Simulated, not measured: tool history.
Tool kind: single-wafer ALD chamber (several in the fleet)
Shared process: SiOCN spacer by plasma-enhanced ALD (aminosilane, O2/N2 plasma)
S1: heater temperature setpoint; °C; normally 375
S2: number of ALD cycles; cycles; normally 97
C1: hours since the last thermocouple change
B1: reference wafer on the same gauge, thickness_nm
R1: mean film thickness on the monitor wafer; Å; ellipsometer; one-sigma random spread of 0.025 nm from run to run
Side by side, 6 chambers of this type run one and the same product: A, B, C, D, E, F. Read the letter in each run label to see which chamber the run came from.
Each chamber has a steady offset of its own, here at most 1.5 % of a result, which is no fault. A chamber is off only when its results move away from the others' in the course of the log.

run     day   S1   S2      C1      B1      R1
 1E   0.554  375   97  1215.9  5.8115  58.168
 2A   1.092  375   97   431.3  5.8095  57.973
 3F   1.433  375   97    57.7  5.8093  58.137
 4D       2  375   97   423.3  5.8146  58.439
 5C   2.479  375   97   466.6  5.8112  58.144
 6B   2.925  375   97  1161.4  5.8085  58.702
 7C   3.254  375   97   485.2  5.8102  58.101
 8D   3.783  375   97   466.1  5.8057  58.489
 9A   4.042  375   97   502.1  5.8088  57.827
10E   4.388  375   97  1307.9  5.8161  58.858
11F   4.817  385  105   138.9  5.8135  62.895
12B   5.158  385  105    1215  5.8152  63.234
13A   5.721  385  105   542.4  5.8077  62.725
14B   6.117  385  105    1238  5.8051  63.426
15D   6.625  385  105   534.3  5.8019  63.844
16C   6.967  385  105   574.3  5.8055  62.385
17E   7.304  375   97  1377.9  5.8134  58.505
18F     7.7  375   97   208.1  5.8096  58.145
19E   7.975  375   97    1394  5.8043  58.747
20A   8.238  366  103   602.8   5.805  61.132
21B   8.612  366  103  1297.9  5.8162  62.397
22C   9.146  366  103   626.6  5.8052  61.295
23D   9.683  366  103   607.7  5.8102  62.662
24F   9.979  366  103   262.8  5.8065  61.917
25D  10.404  366  103     625    5.81  62.471
26E  10.804  375   97  1461.9   5.812  58.569
27B  11.208  367  112  1360.2  5.8081  67.412
28A  11.762  367  112   687.4  5.8133  66.794
29C    12.3  367  112   702.3  5.8082   66.98
30F  12.858  367  112   331.9  5.8004  67.072
31C   13.15  367  112   722.7  5.8117  67.394
32E  13.667  367  112  1530.6  5.8123  67.416
33F  14.229  375   97   364.8  5.8119  57.747
34B    14.6  375   97  1441.6  5.8045  58.537
35A  14.871  375   97     762  5.8092  57.868
36D  15.221  375   97   740.6  5.8136  58.669
37F   15.55  375   97   396.5  5.8127  58.204
38B  15.954  375   97  1474.1  5.8078   58.66
39E  16.338  375   97  1594.7  5.8126  58.263
40C  16.808  361   97   810.5  5.8062  57.983
41D  17.108  361   97   785.9  5.8165  59.332
42A  17.525  361   97   825.7   5.807  57.706

Next, every chamber runs the same settings. What will each give?
43A  17.942  375  97           ?
43B  17.942  375  97           ?
43C  17.942  375  97           ?
43D  17.942  375  97           ?
43E  17.942  375  97           ?
43F  17.942  375  97           ?

run      R1
43A  58.123
43B  58.182
43C  58.259
43D  58.557
43E  58.454
43F  57.921

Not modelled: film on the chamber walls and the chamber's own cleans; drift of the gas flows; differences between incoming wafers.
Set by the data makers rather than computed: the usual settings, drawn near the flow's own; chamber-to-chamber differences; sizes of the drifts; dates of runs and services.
